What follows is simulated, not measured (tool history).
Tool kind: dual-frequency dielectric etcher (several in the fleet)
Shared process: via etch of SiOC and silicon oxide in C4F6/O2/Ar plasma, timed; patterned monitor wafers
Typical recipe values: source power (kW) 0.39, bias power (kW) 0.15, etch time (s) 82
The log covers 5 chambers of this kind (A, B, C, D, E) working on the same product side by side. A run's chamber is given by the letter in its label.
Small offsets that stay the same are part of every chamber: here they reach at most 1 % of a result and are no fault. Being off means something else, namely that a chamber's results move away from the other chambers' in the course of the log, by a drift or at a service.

| run | hour | source power (kW) | bias power (kW) | etch time (s) | read-back reference wafer on the same gauge, depth_nm | mean etch depth across the wafer (Å) |
|---|---|---|---|---|---|---|
| 1B | 5 | 0.39 | 0.15 | 82 | 88.933 | 865.81 |
| 2D | 9.4 | 0.39 | 0.15 | 82 | 88.981 | 870.91 |
| 3C | 15 | 0.39 | 0.15 | 82 | 88.828 | 863 |
| 4E | 23.9 | 0.39 | 0.15 | 82 | 89.092 | 871.76 |
| 5A | 32.6 | 0.33 | 0.15 | 72.5 | 89.06 | 718.02 |
| 6A | 39.7 | 0.33 | 0.15 | 72.5 | 88.93 | 712.34 |
| 7E | 48.9 | 0.33 | 0.15 | 72.5 | 88.978 | 721.67 |
| 8B | 57.7 | 0.33 | 0.15 | 72.5 | 89.01 | 713.83 |
| 9D | 65.3 | 0.33 | 0.15 | 72.5 | 89.005 | 718.73 |
|  | 66.1 | chamber B: wet clean of the chamber |
| 10C | 71.6 | 0.39 | 0.15 | 82 | 89.152 | 867.01 |
| 11A | 78.6 | 0.39 | 0.15 | 82 | 89.002 | 868.19 |
|  | 85.3 | chamber A: wet clean of the chamber |
| 12E | 85.8 | 0.39 | 0.15 | 82 | 89.108 | 871.62 |
| 13B | 94.7 | 0.39 | 0.15 | 82 | 89.015 | 871.65 |
| 14C | 104 | 0.39 | 0.15 | 82 | 88.987 | 865.52 |
| 15D | 113.5 | 0.39 | 0.15 | 82 | 89.063 | 866.01 |
|  | 113.6 | chamber D: wet clean of the chamber |
| 16D | 117.7 | 0.39 | 0.15 | 82 | 89.086 | 864.02 |
| 17A | 123.4 | 0.39 | 0.15 | 82 | 88.98 | 863.37 |
| 18E | 128.4 | 0.39 | 0.15 | 82 | 88.983 | 864.44 |
| 19B | 132.6 | 0.39 | 0.15 | 82 | 89.034 | 865.84 |
| 20C | 141.7 | 0.3 | 0.15 | 82 | 88.905 | 784.38 |
| 21B | 151.1 | 0.3 | 0.15 | 82 | 88.958 | 787.1 |
| 22D | 155.4 | 0.3 | 0.15 | 82 | 89.116 | 787.31 |
| 23C | 159.5 | 0.3 | 0.15 | 82 | 88.954 | 782.53 |
| 24E | 168.6 | 0.3 | 0.15 | 82 | 88.777 | 788.91 |
| 25A | 175.8 | 0.39 | 0.15 | 82 | 88.858 | 867.12 |
| 26D | 181.6 | 0.39 | 0.15 | 82 | 88.928 | 866.71 |
|  | 185.7 | chamber A: source power generator calibrated |
| 27B | 189.1 | 0.39 | 0.15 | 82 | 88.984 | 858.01 |
| 28E | 197.1 | 0.39 | 0.15 | 82 | 88.95 | 870.37 |
| 29A | 202.3 | 0.39 | 0.15 | 82 | 88.956 | 846.81 |
| 30C | 211.2 | 0.39 | 0.15 | 82 | 88.909 | 870.32 |

Predict what each chamber gives when all 5 of them run the settings below next.
| 31A | 218 | 0.43 | 0.15 | 82 |  | ? |
| 31B | 218 | 0.43 | 0.15 | 82 |  | ? |
| 31C | 218 | 0.43 | 0.15 | 82 |  | ? |
| 31D | 218 | 0.43 | 0.15 | 82 |  | ? |
| 31E | 218 | 0.43 | 0.15 | 82 |  | ? |

| run | mean etch depth across the wafer (Å) |
|---|---|
| 31A | 895.23 |
| 31B | 891.44 |
| 31C | 902.61 |
| 31D | 902.55 |
| 31E | 905.43 |
